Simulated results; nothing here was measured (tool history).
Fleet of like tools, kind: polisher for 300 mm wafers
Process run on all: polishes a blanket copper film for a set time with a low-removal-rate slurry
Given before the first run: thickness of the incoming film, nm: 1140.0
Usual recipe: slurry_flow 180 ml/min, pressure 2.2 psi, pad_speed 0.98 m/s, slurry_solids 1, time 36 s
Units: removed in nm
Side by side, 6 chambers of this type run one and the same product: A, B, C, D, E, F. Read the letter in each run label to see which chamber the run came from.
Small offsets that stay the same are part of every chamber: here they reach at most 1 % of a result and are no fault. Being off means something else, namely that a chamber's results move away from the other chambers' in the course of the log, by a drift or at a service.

run	hour	slurry_flow	pressure	pad_speed	slurry_solids	time	removed
1F	10.8	180	2.2	0.98	1	36	94.911
# hour 17.2: chamber F: worn pad replaced by a new one
2C	19.9	180	2.2	0.98	1	36	93.808
# hour 20.3: chamber B: slurry nozzle cleaned
3B	27	180	2.2	0.98	1	36	94.801
# hour 29.7: chamber A: worn pad replaced by a new one
4A	34.9	180	2.2	0.98	1	36	94.775
# hour 35: chamber C: worn pad replaced by a new one
5E	42.6	180	2.2	0.98	1	36	94.112
# hour 44.5: chamber E: worn pad replaced by a new one
6D	49	180	2.2	0.98	1	36	94.295
# hour 49.5: chamber D: worn pad replaced by a new one
# hour 56.3: chamber B: worn pad replaced by a new one
7D	57	180	1.6	0.98	1	36	69.143
# hour 66.6: chamber B: slurry blender recalibrated
8F	69.2	180	1.6	0.98	1	36	68.955
9E	75.1	180	1.6	0.98	1	36	68.674
# hour 78.7: chamber A: slurry blender recalibrated
10B	83.3	180	1.6	0.98	1	36	68.719
# hour 91.6: chamber F: worn pad replaced by a new one
11A	93.7	180	1.6	0.98	1	36	69.533
12C	99.3	180	1.6	0.98	1	36	67.578
13D	104.7	180	2.2	0.98	1	36	94.842
# hour 107.5: chamber A: worn pad replaced by a new one
# hour 108.7: chamber D: slurry blender recalibrated
# hour 113.7: chamber E: slurry blender recalibrated
14A	113.8	180	2.2	0.98	1	36	94.78
# hour 118.1: chamber B: worn pad replaced by a new one
15F	119.8	180	2.2	0.98	1	36	94.781
# hour 126.3: chamber D: worn pad replaced by a new one
# hour 128.6: chamber D: slurry nozzle cleaned
16B	130.9	180	2.2	0.98	1	36	95.574
# hour 133.5: chamber E: worn pad replaced by a new one
17E	139.5	180	2.2	0.98	1	36	94.295
# hour 140.5: chamber E: slurry nozzle cleaned
# hour 145.3: chamber F: slurry nozzle cleaned
18C	147.9	180	2.2	0.98	1	36	94.251
# hour 148: chamber C: worn pad replaced by a new one
# hour 152.8: chamber F: worn pad replaced by a new one
19A	155.8	180	2.2	0.98	1	36	95.428
20F	162.1	180	2.7	0.98	1.25	36	122.63
21B	168.4	180	2.7	0.98	1.25	36	123.5
22E	175.4	180	2.7	0.98	1.25	36	122.18
# hour 180.5: chamber B: worn pad replaced by a new one
23D	187.8	180	2.7	0.98	1.25	36	121.14
# hour 191.6: chamber A: worn pad replaced by a new one
# hour 195.2: chamber C: slurry blender recalibrated
24C	199.1	180	2.7	0.98	1.25	36	122.06
# hour 203.6: chamber A: slurry nozzle cleaned
25C	206.6	180	2.7	0.98	1.25	36	121.68
# hour 208.9: chamber D: worn pad replaced by a new one
# hour 212.3: chamber F: worn pad replaced by a new one
# hour 213.8: chamber F: head pressure recalibrated
# hour 218.6: chamber E: worn pad replaced by a new one
26F	218.8	180	2.9	1.3	1	36	172.17
27A	230.3	180	2.9	1.3	1	36	164.51
28D	238.7	180	2.9	1.3	1	36	164.93
29E	244.6	180	2.9	1.3	1	36	165.05
# hour 245.3: chamber B: worn pad replaced by a new one
30B	250.4	180	2.9	1.3	1	36	165.72
# hour 251.6: chamber C: head pressure recalibrated
31D	257.2	180	2.9	1.3	1	36	166.37
# hour 260.1: chamber C: worn pad replaced by a new one
32F	266.7	180	2.2	0.98	1	36	99.662
# hour 271.7: chamber A: worn pad replaced by a new one
# hour 274.1: chamber F: worn pad replaced by a new one
33B	277.6	180	2.2	0.98	1	36	94.367
# hour 285.8: chamber D: worn pad replaced by a new one
34C	289.5	180	2.2	0.98	1	36	94.752
35A	295	180	2.2	0.98	1	36	94.746
36E	302.3	180	2.2	0.98	1	36	94.907
37A	308.3	180	2.2	0.98	1	36	94.053
38C	318.7	180	2.2	0.98	1	36	93.597
# hour 319.2: chamber D: head pressure recalibrated
39D	330.9	180	2.2	0.98	1	36	94.438
# hour 338.4: chamber F: worn pad replaced by a new one
40F	342.7	180	2.2	0.98	1	36	99.343

Has any chamber moved away from the others, gradually or after a service, or does the common gauge drift, or do the chambers differ only by their own small steady offsets? State the chamber and the most likely cause if one applies.

A service on chamber F put it out of line with the rest.
Likeliest cause: head's pressure above its setpoint, % = 4.97.

Below are 4 candidate recipes for chamber F's next run, each the usual settings with a change, their results shown as question marks. Which of them brings F's results back in line with what the other chambers give on the usual settings?
Allowed miss from the other chambers' usual-settings mean, per result, to count as in line: removed 2.1 nm
41F-1	351.7	180	2.2	0.96	1	35	?
41F-2	351.7	195	2.2	0.98	1	36	?
41F-3	351.7	180	2.2	0.98	0.95	36	?
41F-4	351.7	180	2.2	1	1	37	?

What the other chambers average on the usual settings: removed 94.67 nm
run	removed
41F-1	94.859
41F-2	100.77
41F-3	98.538
41F-4	104.5
Change 41F-1 lands the chamber within the allowed miss of the other chambers.
